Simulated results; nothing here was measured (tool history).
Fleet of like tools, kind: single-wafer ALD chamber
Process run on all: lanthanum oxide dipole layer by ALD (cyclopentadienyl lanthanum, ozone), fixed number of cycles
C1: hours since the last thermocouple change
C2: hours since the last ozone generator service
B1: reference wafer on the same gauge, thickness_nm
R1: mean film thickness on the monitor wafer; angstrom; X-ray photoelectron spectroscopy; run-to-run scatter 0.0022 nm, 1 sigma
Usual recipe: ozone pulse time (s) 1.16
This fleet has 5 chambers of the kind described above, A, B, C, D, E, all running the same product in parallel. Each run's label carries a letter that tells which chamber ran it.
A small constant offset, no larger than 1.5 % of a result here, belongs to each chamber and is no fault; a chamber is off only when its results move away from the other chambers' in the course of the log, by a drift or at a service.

Run 1B, hour 6.4: usual settings; C1 464.2; C2 326.1; B1 0.58292. Result: R1 5.1444 angstrom.
Run 2D, hour 12: usual settings; C1 291.1; C2 1408.6; B1 0.58342. Result: R1 5.2019 angstrom.
Run 3E, hour 16.9: usual settings; C1 591.2; C2 225.9; B1 0.58276. Result: R1 5.2229 angstrom.
Run 4A, hour 20.6: usual settings; C1 950.3; C2 752.8; B1 0.58256. Result: R1 5.1846 angstrom.
Run 5C, hour 28.8: usual settings; C1 1566.5; C2 1148.8; B1 0.58317. Result: R1 5.252 angstrom.
At hour 29.1: chamber C: thermocouple changed; heater temperature recalibrated.
Run 6C, hour 32.8: usual settings but ozone pulse time (s) 1.48; C1 3.7; C2 1152.8; B1 0.58295. Result: R1 5.5316 angstrom.
Run 7B, hour 39.9: usual settings but ozone pulse time (s) 1.48; C1 497.7; C2 359.6; B1 0.58306. Result: R1 5.3956 angstrom.
Run 8E, hour 46.6: usual settings but ozone pulse time (s) 1.48; C1 620.9; C2 255.6; B1 0.58313. Result: R1 5.4962 angstrom.
Run 9A, hour 53.2: usual settings but ozone pulse time (s) 1.48; C1 982.9; C2 785.4; B1 0.58351. Result: R1 5.4534 angstrom.
Run 10D, hour 58: usual settings but ozone pulse time (s) 1.48; C1 337.1; C2 1454.6; B1 0.58331. Result: R1 5.4803 angstrom.
Run 11B, hour 63.2: usual settings; C1 521; C2 382.9; B1 0.583. Result: R1 5.1764 angstrom.
Run 12A, hour 69.2: usual settings; C1 998.9; C2 801.4; B1 0.58305. Result: R1 5.1814 angstrom.
Run 13E, hour 76.4: usual settings but ozone pulse time (s) 1.01; C1 650.7; C2 285.4; B1 0.58291. Result: R1 5.0207 angstrom.
Run 14D, hour 81.3: usual settings but ozone pulse time (s) 1.01; C1 360.4; C2 1477.9; B1 0.58207. Result: R1 4.9671 angstrom.
Run 15C, hour 88: usual settings but ozone pulse time (s) 1.01; C1 58.9; C2 1208; B1 0.58236. Result: R1 5.0263 angstrom.
Run 16E, hour 96.1: usual settings but ozone pulse time (s) 1.01; C1 670.4; C2 305.1; B1 0.58325. Result: R1 5.0706 angstrom.
Run 17A, hour 103: usual settings but ozone pulse time (s) 1.01; C1 1032.7; C2 835.2; B1 0.58338. Result: R1 5.0241 angstrom.
Run 18D, hour 110.8: usual settings; C1 389.9; C2 1507.4; B1 0.584. Result: R1 5.2352 angstrom.
Run 19C, hour 116.8: usual settings; C1 87.7; C2 1236.8; B1 0.58302. Result: R1 5.2435 angstrom.
Run 20B, hour 122.6: usual settings; C1 580.4; C2 442.3; B1 0.58256. Result: R1 5.1358 angstrom.
Run 21B, hour 126.4: usual settings; C1 584.2; C2 446.1; B1 0.58339. Result: R1 5.1244 angstrom.
Run 22D, hour 130.7: usual settings; C1 409.8; C2 1527.3; B1 0.58337. Result: R1 5.2007 angstrom.
Run 23A, hour 136.3: usual settings; C1 1066; C2 868.5; B1 0.58311. Result: R1 5.1823 angstrom.
Run 24E, hour 141.6: usual settings but ozone pulse time (s) 1.49; C1 715.9; C2 350.6; B1 0.58283. Result: R1 5.5059 angstrom.
At hour 143.5: chamber A: ozone generator serviced.
Run 25C, hour 145.8: usual settings but ozone pulse time (s) 1.49; C1 116.7; C2 1265.8; B1 0.58304. Result: R1 5.5103 angstrom.
Run 26A, hour 153.2: usual settings but ozone pulse time (s) 1.49; C1 1082.9; C2 9.8; B1 0.58335. Result: R1 5.4246 angstrom.
Run 27D, hour 159.1: usual settings but ozone pulse time (s) 1.49; C1 438.2; C2 1555.7; B1 0.58326. Result: R1 5.4497 angstrom.
Run 28C, hour 167.3: usual settings but ozone pulse time (s) 1.49; C1 138.2; C2 1287.3; B1 0.58328. Result: R1 5.4913 angstrom.
Run 29E, hour 172: usual settings; C1 746.3; C2 381; B1 0.58292. Result: R1 5.2271 angstrom.
Run 30B, hour 180.5: usual settings but ozone pulse time (s) 0.76; C1 638.3; C2 500.2; B1 0.58365. Result: R1 4.3639 angstrom.
Run 31D, hour 186.9: usual settings but ozone pulse time (s) 0.76; C1 466; C2 1583.5; B1 0.58313. Result: R1 4.508 angstrom.
Run 32E, hour 192: usual settings but ozone pulse time (s) 0.76; C1 766.3; C2 401; B1 0.58269. Result: R1 4.5401 angstrom.
Run 33B, hour 198.9: usual settings but ozone pulse time (s) 0.76; C1 656.7; C2 518.6; B1 0.58277. Result: R1 4.3102 angstrom.
Run 34A, hour 206.5: usual settings but ozone pulse time (s) 0.76; C1 1136.2; C2 63.1; B1 0.58369. Result: R1 4.5149 angstrom.
Run 35C, hour 214.5: usual settings; C1 185.4; C2 1334.5; B1 0.58292. Result: R1 5.2168 angstrom.
Run 36B, hour 222.3: usual settings; C1 680.1; C2 542; B1 0.5837. Result: R1 5.0328 angstrom.

Does one chamber stand apart from the rest, does the shared gauge drift, or is all well apart from small per-chamber offsets? Give the chamber and the most likely cause, where there is one.

Little by little, chamber B moves away from the other chambers.
Cause: ozone dose below that of a generator just serviced (%) = 8.32.

Which of the 4 candidates below, each the usual settings with something changed and its results left as question marks, puts chamber B back in line with what the other chambers give on the usual settings?
In line means no further than this from the other chambers' mean on the usual settings: R1 0.076 angstrom
Run 37B-1, hour 228.4: usual settings but ozone pulse time (s) 1.31. Result: R1 ?.
Run 37B-2, hour 228.4: usual settings but ozone pulse time (s) 1.61. Result: R1 ?.
Run 37B-3, hour 228.4: usual settings but ozone pulse time (s) 0.92. Result: R1 ?.
Run 37B-4, hour 228.4: usual settings but ozone pulse time (s) 1.04. Result: R1 ?.

On the usual settings, the other chambers give on average: R1 5.2169 angstrom
  run      R1
37B-1  5.1823
37B-2   5.403
37B-3  4.6318
37B-4  4.8454
The answer is 37B-1, which returns the chamber to within the allowed miss of the others.
